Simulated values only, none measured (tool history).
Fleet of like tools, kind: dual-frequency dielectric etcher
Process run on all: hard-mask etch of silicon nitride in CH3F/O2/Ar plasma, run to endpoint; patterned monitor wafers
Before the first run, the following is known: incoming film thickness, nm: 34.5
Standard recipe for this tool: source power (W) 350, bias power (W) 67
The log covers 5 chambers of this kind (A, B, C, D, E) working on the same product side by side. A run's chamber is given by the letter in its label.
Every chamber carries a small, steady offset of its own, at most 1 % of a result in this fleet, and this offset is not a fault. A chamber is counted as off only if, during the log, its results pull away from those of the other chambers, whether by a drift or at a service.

run   hour  source power (W)  bias power (W)  hours since the last wet clean  hours since the last source power generator calibration  hours since the last bias power generator calibration  endpoint time (s)
 1B    7.4               350              67                            87.4                                                   1259.4                                                 1486.7             53.576
 2C   17.8               350              67                            22.1                                                   2241.4                                                  644.7             53.361
 3D   27.2               350              67                           225.1                                                    499.1                                                 3172.5             54.419
 4A   36.8               350              67                           494.2                                                    887.9                                                  630.5             53.577
        49  -- chamber A: wet clean of the chamber
 5E   49.9               350              67                           438.4                                                     2312                                                  669.8             53.245
 6B   59.2               350              67                           139.2                                                   1311.2                                                 1538.5             54.262
 7E   67.7               350              75                           456.2                                                   2329.8                                                  687.6             51.345
 8D   79.6               350              75                           277.5                                                    551.5                                                 3224.9             51.755
 9C   88.1               350              75                            92.4                                                   2311.7                                                    715             51.432
10A   99.8               350              75                            50.8                                                    950.9                                                  693.5             51.686
11A  107.9               350              75                            58.9                                                      959                                                  701.6             51.719
12C  117.4               350              67                           121.7                                                     2341                                                  744.3             53.826
13B  125.1               350              67                           205.1                                                   1377.1                                                 1604.4             54.542
14E  131.2               350              67                           519.7                                                   2393.3                                                  751.1             53.593
15D  140.8               350              67                           338.7                                                    612.7                                                 3286.1             53.748
16C  152.8               350              67                           157.1                                                   2376.4                                                  779.7             54.031
17E  166.1               350              62                           554.6                                                   2428.2                                                    786              54.11
18D  177.9               350              62                           375.8                                                    649.8                                                 3323.2             55.539
19B    185               350              62                             265                                                     1437                                                 1664.3             57.301
20A  197.3               350              62                           148.3                                                   1048.4                                                    791             55.113
21C  203.1               350              62                           207.4                                                   2426.7                                                    830             54.997
     212.2  -- chamber D: wet clean of the chamber
22D  214.9               350              67                             2.7                                                    686.8                                                 3360.2             53.043
     221.7  -- chamber E: wet clean of the chamber
23A  222.9               350              67                           173.9                                                     1074                                                  816.6             53.429
24B  234.9               350              67                           314.9                                                   1486.9                                                 1714.2             55.766
25E  247.5               350              67                            25.8                                                   2509.6                                                  867.4             53.872
26C  256.9               400              67                           261.2                                                   2480.5                                                  883.8             51.238
27E  267.3               400              67                            45.6                                                   2529.4                                                  887.2             51.651
28B  280.2               400              67                           360.2                                                   1532.2                                                 1759.5             52.837
29A  287.3               400              67                           238.3                                                   1138.4                                                    881             50.994
30D  298.1               400              67                            85.9                                                      770                                                 3443.4             51.187
31E  309.6               350              67                            87.9                                                   2571.7                                                  929.5             53.242

Predict what each chamber gives when all 5 of them run the settings below next.
32A  319.3               350              67                                                                                                                                                                  ?
32B  319.3               350              67                                                                                                                                                                  ?
32C  319.3               350              67                                                                                                                                                                  ?
32D  319.3               350              67                                                                                                                                                                  ?
32E  319.3               350              67                                                                                                                                                                  ?

run  endpoint time (s)
32A              53.57
32B             57.004
32C             53.989
32D             53.593
32E             53.942
